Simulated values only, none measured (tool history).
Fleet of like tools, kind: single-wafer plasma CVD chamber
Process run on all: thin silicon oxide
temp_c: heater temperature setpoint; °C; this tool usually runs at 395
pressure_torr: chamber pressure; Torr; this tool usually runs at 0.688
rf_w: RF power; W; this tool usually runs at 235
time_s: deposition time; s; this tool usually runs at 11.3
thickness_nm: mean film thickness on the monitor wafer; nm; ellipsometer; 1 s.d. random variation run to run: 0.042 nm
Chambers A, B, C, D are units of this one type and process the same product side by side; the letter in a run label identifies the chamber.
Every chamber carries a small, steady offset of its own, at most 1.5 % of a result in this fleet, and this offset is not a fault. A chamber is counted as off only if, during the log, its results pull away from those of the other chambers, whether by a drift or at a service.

| run | hour | temp_c | pressure_torr | rf_w | time_s | hours since the last thermocouple change | hours since the last RF generator calibration | hours since the last manometer calibration | read-back reference wafer on the same gauge, thickness_nm | thickness_nm |
|---|---|---|---|---|---|---|---|---|---|---|
| 1B | 8.6 | 395 | 0.688 | 235 | 11.3 | 1179.1 | 926.1 | 1942.9 | 14.704 | 15.997 |
| 2C | 17.9 | 395 | 0.688 | 235 | 11.3 | 48.9 | 928.7 | 1419.1 | 14.702 | 15.852 |
| 3A | 27.4 | 395 | 0.688 | 235 | 11.3 | 2222.9 | 570.3 | 1436.7 | 14.698 | 16.183 |
| 4D | 37.6 | 395 | 0.688 | 235 | 11.3 | 2107.6 | 1204.2 | 681.8 | 14.694 | 16.096 |
| 5C | 53.8 | 384 | 0.688 | 235 | 11.3 | 84.8 | 964.6 | 1455.0 | 14.699 | 16.046 |
|  | 63.0 | chamber B: capacitance manometer re-zeroed and calibrated |
| 6A | 64.4 | 384 | 0.688 | 235 | 11.3 | 2259.9 | 607.3 | 1473.7 | 14.694 | 16.183 |
| 7D | 71.7 | 384 | 0.688 | 235 | 11.3 | 2141.7 | 1238.3 | 715.9 | 14.690 | 16.141 |
|  | 79.7 | chamber D: thermocouple changed; heater temperature recalibrated |
| 8B | 79.8 | 384 | 0.688 | 235 | 11.3 | 1250.3 | 997.3 | 16.9 | 14.699 | 16.130 |
|  | 91.3 | chamber C: RF generator calibrated |
| 9B | 95.4 | 400 | 0.688 | 250 | 11.3 | 1265.9 | 1012.9 | 32.5 | 14.696 | 16.473 |
| 10A | 109.8 | 400 | 0.688 | 250 | 11.3 | 2305.3 | 652.7 | 1519.1 | 14.701 | 16.582 |
| 11C | 125.3 | 400 | 0.688 | 250 | 11.3 | 156.3 | 34.0 | 1526.5 | 14.703 | 16.295 |
| 12D | 133.5 | 400 | 0.688 | 250 | 11.3 | 53.8 | 1300.1 | 777.7 | 14.701 | 16.538 |
| 13B | 144.3 | 395 | 0.688 | 235 | 11.3 | 1314.8 | 1061.8 | 81.4 | 14.690 | 16.040 |
| 14A | 151.6 | 395 | 0.688 | 235 | 11.3 | 2347.1 | 694.5 | 1560.9 | 14.705 | 16.037 |
| 15D | 159.3 | 395 | 0.688 | 235 | 11.3 | 79.6 | 1325.9 | 803.5 | 14.701 | 16.121 |
| 16C | 170.1 | 395 | 0.688 | 235 | 11.3 | 201.1 | 78.8 | 1571.3 | 14.690 | 15.773 |
| 17C | 183.6 | 395 | 0.688 | 235 | 11.3 | 214.6 | 92.3 | 1584.8 | 14.702 | 15.854 |
| 18A | 195.9 | 395 | 0.688 | 235 | 11.3 | 2391.4 | 738.8 | 1605.2 | 14.698 | 15.964 |
| 19D | 209.6 | 395 | 0.688 | 235 | 11.3 | 129.9 | 1376.2 | 853.8 | 14.707 | 16.061 |
|  | 212.6 | chamber B: thermocouple changed; heater temperature recalibrated |
| 20B | 219.0 | 395 | 0.688 | 235 | 11.3 | 6.4 | 1136.5 | 156.1 | 14.698 | 16.068 |
| 21B | 229.5 | 395 | 0.688 | 235 | 11.3 | 16.9 | 1147.0 | 166.6 | 14.692 | 16.011 |
| 22D | 238.8 | 395 | 0.688 | 235 | 11.3 | 159.1 | 1405.4 | 883.0 | 14.710 | 16.057 |
| 23A | 250.4 | 395 | 0.688 | 235 | 11.3 | 2445.9 | 793.3 | 1659.7 | 14.703 | 15.816 |
| 24C | 264.7 | 395 | 0.688 | 235 | 11.3 | 295.7 | 173.4 | 1665.9 | 14.697 | 15.848 |
| 25B | 273.8 | 395 | 0.688 | 235 | 11.3 | 61.2 | 1191.3 | 210.9 | 14.713 | 15.944 |
| 26C | 282.9 | 395 | 0.688 | 235 | 11.3 | 313.9 | 191.6 | 1684.1 | 14.697 | 15.894 |
| 27A | 294.5 | 395 | 0.688 | 235 | 11.3 | 2490.0 | 837.4 | 1703.8 | 14.707 | 15.710 |
| 28D | 302.0 | 395 | 0.688 | 235 | 11.3 | 222.3 | 1468.6 | 946.2 | 14.698 | 16.053 |
| 29A | 310.9 | 395 | 0.688 | 235 | 11.3 | 2506.4 | 853.8 | 1720.2 | 14.703 | 15.708 |
| 30D | 318.1 | 395 | 0.688 | 235 | 11.3 | 238.4 | 1484.7 | 962.3 | 14.686 | 16.095 |

For the next run the whole fleet of 4 chambers uses the same settings. Give each chamber's results:
| 31A | 329.9 | 395 | 0.688 | 235 | 11.3 |  |  |  |  | ? |
| 31B | 329.9 | 395 | 0.688 | 235 | 11.3 |  |  |  |  | ? |
| 31C | 329.9 | 395 | 0.688 | 235 | 11.3 |  |  |  |  | ? |
| 31D | 329.9 | 395 | 0.688 | 235 | 11.3 |  |  |  |  | ? |

| run | thickness_nm |
|---|---|
| 31A | 15.637 |
| 31B | 15.990 |
| 31C | 15.891 |
| 31D | 16.103 |

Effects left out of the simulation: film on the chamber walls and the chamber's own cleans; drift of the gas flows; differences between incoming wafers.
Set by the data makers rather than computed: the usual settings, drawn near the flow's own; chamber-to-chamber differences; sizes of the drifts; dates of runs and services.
